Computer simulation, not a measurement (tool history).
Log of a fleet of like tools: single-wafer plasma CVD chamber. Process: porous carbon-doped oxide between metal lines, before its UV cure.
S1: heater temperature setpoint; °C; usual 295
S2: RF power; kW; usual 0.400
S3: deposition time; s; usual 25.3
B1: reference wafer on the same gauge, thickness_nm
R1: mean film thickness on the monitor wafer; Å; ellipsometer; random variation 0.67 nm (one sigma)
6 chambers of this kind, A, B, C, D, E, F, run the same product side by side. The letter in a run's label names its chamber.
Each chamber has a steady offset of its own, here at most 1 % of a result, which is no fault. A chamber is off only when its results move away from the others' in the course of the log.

run   hour   S1     S2    S3      B1      R1
 1F    8.3  295  0.400  25.3  127.96  1205.4
 2D   13.3  295  0.400  25.3  128.00  1206.0
      20.6  -- chamber A: RF generator calibrated
 3C   21.6  295  0.400  25.3  128.03  1191.1
      28.4  -- chamber A: thermocouple changed; heater temperature recalibrated
 4A   29.0  295  0.400  25.3  127.96  1211.5
 5E   38.9  295  0.400  25.3  128.18  1201.1
 6B   46.6  295  0.400  23.2  127.95  1101.1
 7B   51.8  295  0.400  23.2  128.01  1114.8
 8D   58.4  295  0.400  23.2  128.07  1102.7
 9A   69.3  295  0.400  23.2  127.92  1112.3
10C   77.2  295  0.400  23.2  127.95  1102.8
11E   83.9  295  0.400  23.2  127.86  1100.5
      88.0  -- chamber D: RF generator calibrated
12F   94.0  295  0.400  25.3  127.97  1202.7
13D  104.1  295  0.400  25.3  128.02  1220.6
14A  114.1  295  0.400  25.3  128.11  1205.7
15F  121.0  295  0.400  25.3  128.13  1202.7
16C  128.2  295  0.400  25.3  127.97  1202.2
17E  136.5  295  0.400  25.3  127.83  1202.7
18B  142.0  295  0.350  25.3  128.03  1097.8
19E  150.9  295  0.350  25.3  128.08  1087.1
20D  156.3  295  0.350  25.3  128.07  1089.5
21C  161.8  295  0.350  25.3  128.14  1082.3
22B  170.2  295  0.350  25.3  128.17  1085.4
23F  179.5  295  0.350  25.3  128.08  1082.7
24A  188.2  295  0.400  25.3  128.18  1197.4
25A  198.6  295  0.400  25.3  127.97  1211.4
26D  208.6  283  0.400  25.3  128.06  1298.1
27B  215.0  283  0.400  25.3  128.02  1305.9
28F  222.0  283  0.400  25.3  127.98  1290.5
29E  227.6  283  0.400  25.3  128.12  1303.1
30C  238.3  283  0.400  25.3  127.89  1301.3
31D  243.7  283  0.400  25.3  128.11  1293.1
32C  254.0  295  0.445  25.3  128.02  1297.1
33B  259.1  295  0.445  25.3  127.89  1309.5
34E  267.5  295  0.445  25.3  128.03  1309.9
35F  278.3  295  0.445  25.3  128.03  1306.9
36A  283.3  295  0.445  25.3  127.77  1310.3

What goes on in this fleet: one chamber off, a drifting gauge, or nothing beyond the chambers' own small offsets? Name the chamber and the cause, if any.

No chamber stands off beyond its own small offset, and the gauge holds steady.

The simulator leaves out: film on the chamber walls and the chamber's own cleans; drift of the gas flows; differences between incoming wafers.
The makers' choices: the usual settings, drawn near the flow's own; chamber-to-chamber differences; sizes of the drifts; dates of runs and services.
